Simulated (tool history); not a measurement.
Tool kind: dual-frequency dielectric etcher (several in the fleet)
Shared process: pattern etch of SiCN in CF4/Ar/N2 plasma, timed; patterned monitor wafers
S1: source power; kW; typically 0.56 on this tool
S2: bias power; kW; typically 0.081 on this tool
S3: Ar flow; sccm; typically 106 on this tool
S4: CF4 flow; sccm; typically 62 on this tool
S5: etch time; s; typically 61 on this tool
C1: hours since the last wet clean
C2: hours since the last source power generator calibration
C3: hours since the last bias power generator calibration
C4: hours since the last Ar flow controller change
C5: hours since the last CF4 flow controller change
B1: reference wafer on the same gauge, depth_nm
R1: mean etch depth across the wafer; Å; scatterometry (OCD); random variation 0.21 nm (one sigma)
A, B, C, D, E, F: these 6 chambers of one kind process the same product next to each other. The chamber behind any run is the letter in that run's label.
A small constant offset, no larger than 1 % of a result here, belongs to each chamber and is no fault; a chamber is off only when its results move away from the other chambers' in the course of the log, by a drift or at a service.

Run 1B, hour 9.5: usual settings; C1 197.2; C2 3179.4; C3 1604.1; C4 310.4; C5 3044.9; B1 66.422. Result: R1 652.22 Å.
Run 2F, hour 18.3: usual settings; C1 358.2; C2 1158.2; C3 1063.6; C4 992.2; C5 1531.5; B1 66.391. Result: R1 641.88 Å.
At hour 23.2: chamber C: wet clean of the chamber.
Run 3E, hour 33.5: usual settings; C1 78.2; C2 3549.7; C3 1595.1; C4 1735.9; C5 773.7; B1 66.41. Result: R1 651.04 Å.
Run 4C, hour 44.7: usual settings; C1 21.6; C2 2650.9; C3 3243.6; C4 161; C5 3757; B1 66.435. Result: R1 643.41 Å.
Run 5D, hour 57.1: usual settings; C1 473.8; C2 2776.8; C3 3265.1; C4 1982.9; C5 2282.1; B1 66.389. Result: R1 639.79 Å.
Run 6A, hour 67.1: usual settings; C1 248.9; C2 1786.5; C3 2027.3; C4 247.4; C5 2688.4; B1 66.411. Result: R1 636.29 Å.
Run 7D, hour 75.2: usual settings; C1 491.9; C2 2794.9; C3 3283.2; C4 2001; C5 2300.2; B1 66.369. Result: R1 646.34 Å.
Run 8F, hour 88.6: usual settings; C1 428.5; C2 1228.5; C3 1133.9; C4 1062.5; C5 1601.8; B1 66.305. Result: R1 644.75 Å.
Run 9B, hour 100.9: usual settings; C1 288.6; C2 3270.8; C3 1695.5; C4 401.8; C5 3136.3; B1 66.455. Result: R1 651.29 Å.
Run 10C, hour 109.5: usual settings; C1 86.4; C2 2715.7; C3 3308.4; C4 225.8; C5 3821.8; B1 66.409. Result: R1 643.89 Å.
At hour 121.7: chamber D: wet clean of the chamber.
Run 11A, hour 124.4: usual settings; C1 306.2; C2 1843.8; C3 2084.6; C4 304.7; C5 2745.7; B1 66.408. Result: R1 639.38 Å.
At hour 129.6: chamber A: CF4 flow controller replaced.
Run 12E, hour 134.1: usual settings; C1 178.8; C2 3650.3; C3 1695.7; C4 1836.5; C5 874.3; B1 66.428. Result: R1 648.58 Å.
At hour 141.3: chamber F: wet clean of the chamber.
Run 13E, hour 146.1: usual settings; C1 190.8; C2 3662.3; C3 1707.7; C4 1848.5; C5 886.3; B1 66.413. Result: R1 647.79 Å.
Run 14C, hour 156.4: usual settings but S1 0.5 kW; C1 133.3; C2 2762.6; C3 3355.3; C4 272.7; C5 3868.7; B1 66.403. Result: R1 580.55 Å.
At hour 167.9: chamber B: wet clean of the chamber.
Run 15A, hour 168.1: usual settings but S1 0.5 kW; C1 349.9; C2 1887.5; C3 2128.3; C4 348.4; C5 38.6; B1 66.35. Result: R1 577.18 Å.
Run 16F, hour 182.9: usual settings but S1 0.5 kW; C1 41.7; C2 1322.8; C3 1228.2; C4 1156.8; C5 1696.1; B1 66.45. Result: R1 581.08 Å.
Run 17B, hour 194.7: usual settings but S1 0.5 kW; C1 26.9; C2 3364.6; C3 1789.3; C4 495.6; C5 3230.1; B1 66.381. Result: R1 588.36 Å.
At hour 202.4: chamber D: source power generator calibrated.
Run 18D, hour 209.6: usual settings but S1 0.5 kW; C1 88; C2 7.3; C3 3417.6; C4 2135.4; C5 2434.6; B1 66.378. Result: R1 568.64 Å.
Run 19F, hour 223.5: usual settings but S1 0.5 kW; C1 82.3; C2 1363.4; C3 1268.8; C4 1197.4; C5 1736.7; B1 66.401. Result: R1 584.51 Å.
Run 20B, hour 231.7: usual settings; C1 63.9; C2 3401.6; C3 1826.3; C4 532.6; C5 3267.1; B1 66.387. Result: R1 649.9 Å.
Run 21E, hour 244.7: usual settings but S1 0.51 kW; C1 289.4; C2 3760.9; C3 1806.3; C4 1947.1; C5 984.9; B1 66.421. Result: R1 603.04 Å.
Run 22C, hour 253.1: usual settings but S1 0.51 kW; C1 230; C2 2859.3; C3 3452; C4 369.4; C5 3965.4; B1 66.383. Result: R1 587.87 Å.
Run 23D, hour 261.6: usual settings but S1 0.51 kW; C1 140; C2 59.3; C3 3469.6; C4 2187.4; C5 2486.6; B1 66.423. Result: R1 578.97 Å.
Run 24A, hour 273.5: usual settings but S1 0.51 kW; C1 455.3; C2 1992.9; C3 2233.7; C4 453.8; C5 144; B1 66.459. Result: R1 590.96 Å.
Run 25E, hour 284: usual settings but S1 0.51 kW; C1 328.7; C2 3800.2; C3 1845.6; C4 1986.4; C5 1024.2; B1 66.401. Result: R1 596.34 Å.
Run 26B, hour 293.9: usual settings but S1 0.51 kW; C1 126.1; C2 3463.8; C3 1888.5; C4 594.8; C5 3329.3; B1 66.438. Result: R1 598.96 Å.
Run 27A, hour 303.1: usual settings; C1 484.9; C2 2022.5; C3 2263.3; C4 483.4; C5 173.6; B1 66.413. Result: R1 639.79 Å.
Run 28D, hour 316.9: usual settings; C1 195.3; C2 114.6; C3 3524.9; C4 2242.7; C5 2541.9; B1 66.434. Result: R1 631.84 Å.
Run 29C, hour 327: usual settings but S1 0.68 kW, S2 0.092 kW; C1 303.9; C2 2933.2; C3 3525.9; C4 443.3; C5 4039.3; B1 66.358. Result: R1 798.81 Å.
At hour 329: chamber B: CF4 flow controller replaced.
Run 30F, hour 341: usual settings but S1 0.68 kW, S2 0.092 kW; C1 199.8; C2 1480.9; C3 1386.3; C4 1314.9; C5 1854.2; B1 66.419. Result: R1 798.16 Å.
Run 31C, hour 351.3: usual settings but S1 0.68 kW, S2 0.092 kW; C1 328.2; C2 2957.5; C3 3550.2; C4 467.6; C5 4063.6; B1 66.402. Result: R1 795.64 Å.
At hour 362.4: chamber E: wet clean of the chamber.
Run 32F, hour 365: usual settings but S1 0.68 kW, S2 0.092 kW; C1 223.8; C2 1504.9; C3 1410.3; C4 1338.9; C5 1878.2; B1 66.413. Result: R1 793.39 Å.
Run 33E, hour 372.3: usual settings but S1 0.68 kW, S2 0.092 kW; C1 10; C2 3888.5; C3 1933.9; C4 2074.7; C5 1112.5; B1 66.397. Result: R1 803.93 Å.
Run 34A, hour 386.4: usual settings but S1 0.68 kW, S2 0.092 kW; C1 568.2; C2 2105.8; C3 2346.6; C4 566.7; C5 256.9; B1 66.329. Result: R1 788.6 Å.
Run 35D, hour 395.1: usual settings; C1 273.5; C2 192.8; C3 3603.1; C4 2320.9; C5 2620.1; B1 66.43. Result: R1 630.54 Å.
Run 36B, hour 409.5: usual settings; C1 241.7; C2 3579.4; C3 2004.1; C4 710.4; C5 80.6; B1 66.391. Result: R1 649.18 Å.
Run 37C, hour 417.7: usual settings but S1 0.66 kW, S4 50 sccm; C1 394.6; C2 3023.9; C3 3616.6; C4 534; C5 4130; B1 66.433. Result: R1 717.43 Å.
Run 38F, hour 433: usual settings but S1 0.66 kW, S4 50 sccm; C1 291.8; C2 1572.9; C3 1478.3; C4 1406.9; C5 1946.2; B1 66.424. Result: R1 714.09 Å.
Run 39A, hour 442.9: usual settings but S1 0.66 kW, S4 50 sccm; C1 624.7; C2 2162.3; C3 2403.1; C4 623.2; C5 313.4; B1 66.429. Result: R1 709.25 Å.

Next, all 6 chambers run the settings below, one line each with question marks for the results. What does each chamber give?
Run 40A, hour 454.1: usual settings. Result: R1 ?.
Run 40B, hour 454.1: usual settings. Result: R1 ?.
Run 40C, hour 454.1: usual settings. Result: R1 ?.
Run 40D, hour 454.1: usual settings. Result: R1 ?.
Run 40E, hour 454.1: usual settings. Result: R1 ?.
Run 40F, hour 454.1: usual settings. Result: R1 ?.

run      R1
40A  637.28
40B  653.19
40C  640.36
40D  630.49
40E  655.48
40F  643.92
